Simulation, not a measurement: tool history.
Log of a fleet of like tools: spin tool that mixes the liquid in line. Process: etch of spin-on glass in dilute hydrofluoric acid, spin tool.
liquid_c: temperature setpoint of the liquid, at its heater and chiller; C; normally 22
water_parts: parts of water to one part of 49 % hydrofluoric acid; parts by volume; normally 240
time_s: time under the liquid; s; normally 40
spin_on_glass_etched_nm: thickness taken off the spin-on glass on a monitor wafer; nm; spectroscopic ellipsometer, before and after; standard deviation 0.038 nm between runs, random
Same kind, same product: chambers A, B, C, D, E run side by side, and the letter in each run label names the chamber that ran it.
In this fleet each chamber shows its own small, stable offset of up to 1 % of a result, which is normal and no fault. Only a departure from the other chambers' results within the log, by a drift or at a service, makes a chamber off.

run    day  liquid_c  water_parts  time_s  read-back film thickness of the spin-on glass reference wafer, read on the same gauge (nm)  spin_on_glass_etched_nm
 1B  0.283        22          240      40                                                                                      130.00                   4.7144
 2D  0.438        22          240      40                                                                                      129.99                   4.6839
 3A  0.625        22          240      40                                                                                      129.99                   4.5441
 4E  0.850        22          240      40                                                                                      129.99                   4.6078
 5C  1.121        22          290      25                                                                                      130.01                   2.2546
 6E  1.342        22          290      25                                                                                      130.01                   2.2596
 7A  1.533        22          290      25                                                                                      129.99                   2.2924
 8D  1.767        22          290      25                                                                                      130.02                   2.2945
 9C  1.942        22          290      25                                                                                      130.00                   2.2788
10B  2.246        22          240      40                                                                                      130.01                   4.6990
11A  2.438        22          240      40                                                                                      130.01                   4.5820
12E  2.646        22          240      40                                                                                      129.99                   4.6483
13C  2.900        22          240      40                                                                                      130.02                   4.6354
14B  3.138        22          240      40                                                                                      130.00                   4.6087
15D  3.362        22          130      40                                                                                      129.99                   9.6762
16A  3.617        22          130      40                                                                                      129.99                   9.4908
     3.800  -- chamber A: hydrofluoric acid flow meter replaced
17C  3.821        22          130      40                                                                                      129.98                   9.6048
18B  4.092        22          130      40                                                                                      130.01                   9.4569
19D  4.321        22          130      40                                                                                      130.01                   9.5907
20E  4.571        24          240      25                                                                                      130.00                   3.1478
21D  4.754        24          240      25                                                                                      130.02                   3.0891
22E  5.054        24          240      25                                                                                      130.01                   3.0752
23C  5.233        24          240      25                                                                                      130.00                   3.0677
24B  5.504        24          240      25                                                                                      130.02                   3.1356
25A  5.771        22          240      40                                                                                      130.00                   4.6257
26D  5.938        22          240      40                                                                                      130.00                   4.5843
27E  6.121        20          290      40                                                                                      129.99                   3.4061
     6.350  -- chamber A: thermometer replaced
28A  6.417        20          290      40                                                                                      130.00                   3.4051
29B  6.612        20          290      40                                                                                      130.01                   3.4388
30C  6.858        20          290      40                                                                                      130.01                   3.3458
31A  7.038        20          290      40                                                                                      129.99                   3.4141
32E  7.279        22          240      40                                                                                      129.98                   4.6568
33D  7.462        22          240      40                                                                                      129.98                   4.6645
34C  7.612        22          240      40                                                                                      130.01                   4.7054
35B  7.779        22          240      40                                                                                      130.02                   4.6306

The same settings go to every chamber for the next run, one line per chamber below. Forecast the results for each:
36A  8.000        22          240      40                                                                                                                    ?
36B  8.000        22          240      40                                                                                                                    ?
36C  8.000        22          240      40                                                                                                                    ?
36D  8.000        22          240      40                                                                                                                    ?
36E  8.000        22          240      40                                                                                                                    ?

run  spin_on_glass_etched_nm
36A                   4.6745
36B                   4.6217
36C                   4.6059
36D                   4.5713
36E                   4.6267
